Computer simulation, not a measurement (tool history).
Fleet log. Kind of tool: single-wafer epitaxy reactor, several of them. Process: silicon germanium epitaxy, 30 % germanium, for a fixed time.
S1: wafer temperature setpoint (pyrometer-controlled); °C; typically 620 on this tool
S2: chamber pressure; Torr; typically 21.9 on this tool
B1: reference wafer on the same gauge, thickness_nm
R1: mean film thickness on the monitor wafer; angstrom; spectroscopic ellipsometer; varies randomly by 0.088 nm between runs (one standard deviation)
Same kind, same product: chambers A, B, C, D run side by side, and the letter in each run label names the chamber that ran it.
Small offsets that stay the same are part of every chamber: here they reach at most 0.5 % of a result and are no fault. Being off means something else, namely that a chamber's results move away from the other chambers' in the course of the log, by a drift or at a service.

Run 1B, hour 7.0: usual settings; B1 76.123. Result: R1 871.74 angstrom.
Run 2A, hour 15.6: usual settings; B1 76.115. Result: R1 870.24 angstrom.
Run 3C, hour 23.5: usual settings; B1 76.147. Result: R1 877.79 angstrom.
At hour 24.3: chamber B: pyrometer calibrated.
Run 4D, hour 32.8: usual settings; B1 76.133. Result: R1 870.90 angstrom.
Run 5C, hour 38.7: usual settings; B1 76.150. Result: R1 880.75 angstrom.
Run 6B, hour 46.0: usual settings; B1 76.126. Result: R1 872.22 angstrom.
Run 7D, hour 50.6: usual settings; B1 76.166. Result: R1 871.56 angstrom.
Run 8A, hour 56.6: usual settings; B1 76.180. Result: R1 869.86 angstrom.
Run 9A, hour 63.6: usual settings but S1 630 °C; B1 76.181. Result: R1 1037.80 angstrom.
Run 10D, hour 68.8: usual settings but S1 630 °C; B1 76.185. Result: R1 1035.70 angstrom.
Run 11C, hour 73.7: usual settings but S1 630 °C; B1 76.186. Result: R1 1042.10 angstrom.
Run 12B, hour 82.6: usual settings but S1 630 °C; B1 76.211. Result: R1 1037.70 angstrom.
Run 13C, hour 91.0: usual settings; B1 76.188. Result: R1 879.01 angstrom.
Run 14B, hour 95.5: usual settings but S2 17.0 Torr; B1 76.227. Result: R1 791.44 angstrom.
Run 15A, hour 100.7: usual settings but S2 17.0 Torr; B1 76.232. Result: R1 788.55 angstrom.
Run 16D, hour 105.6: usual settings but S2 17.0 Torr; B1 76.217. Result: R1 786.81 angstrom.
Run 17B, hour 115.5: usual settings but S2 17.0 Torr; B1 76.248. Result: R1 792.08 angstrom.
Run 18C, hour 121.5: usual settings; B1 76.234. Result: R1 879.28 angstrom.
Run 19A, hour 128.2: usual settings; B1 76.255. Result: R1 872.93 angstrom.
Run 20D, hour 133.9: usual settings; B1 76.236. Result: R1 873.36 angstrom.
Run 21B, hour 138.4: usual settings; B1 76.254. Result: R1 875.57 angstrom.
Run 22D, hour 144.5: usual settings but S2 27.2 Torr; B1 76.292. Result: R1 951.80 angstrom.
Run 23C, hour 150.5: usual settings but S2 27.2 Torr; B1 76.271. Result: R1 962.20 angstrom.
Run 24A, hour 156.4: usual settings but S2 27.2 Torr; B1 76.281. Result: R1 950.54 angstrom.
Run 25D, hour 164.7: usual settings but S2 27.2 Torr; B1 76.277. Result: R1 953.96 angstrom.
Run 26B, hour 171.9: usual settings; B1 76.284. Result: R1 874.04 angstrom.
Run 27A, hour 177.6: usual settings; B1 76.311. Result: R1 871.39 angstrom.
Run 28C, hour 187.5: usual settings; B1 76.340. Result: R1 880.31 angstrom.
Run 29D, hour 195.7: usual settings; B1 76.326. Result: R1 874.57 angstrom.
Run 30C, hour 205.2: usual settings but S1 615 °C, S2 25.3 Torr; B1 76.334. Result: R1 855.63 angstrom.
Run 31B, hour 211.1: usual settings but S1 615 °C, S2 25.3 Torr; B1 76.373. Result: R1 848.85 angstrom.
Run 32A, hour 217.1: usual settings but S1 615 °C, S2 25.3 Torr; B1 76.358. Result: R1 847.78 angstrom.
Run 33A, hour 226.4: usual settings but S1 615 °C, S2 25.3 Torr; B1 76.359. Result: R1 845.29 angstrom.
Run 34C, hour 231.6: usual settings; B1 76.375. Result: R1 880.12 angstrom.
Run 35D, hour 238.0: usual settings; B1 76.399. Result: R1 873.82 angstrom.
Run 36B, hour 243.8: usual settings; B1 76.374. Result: R1 877.76 angstrom.
Run 37A, hour 251.9: usual settings but S1 632 °C, S2 26.6 Torr; B1 76.412. Result: R1 1162.90 angstrom.
Run 38B, hour 258.6: usual settings but S1 632 °C, S2 26.6 Torr; B1 76.417. Result: R1 1161.40 angstrom.
Run 39D, hour 265.3: usual settings but S1 632 °C, S2 26.6 Torr; B1 76.406. Result: R1 1160.20 angstrom.

Which is it: a chamber that has drifted or been left off by a service, a gauge drift common to all chambers, or only each chamber's usual small offset? If a chamber is off, name it and its likeliest cause.

No chamber is off; the gauge reading every chamber's wafers drifts, which makes the whole fleet appear to move together.
Most likely cause: gauge reads high (%) = 0.413.
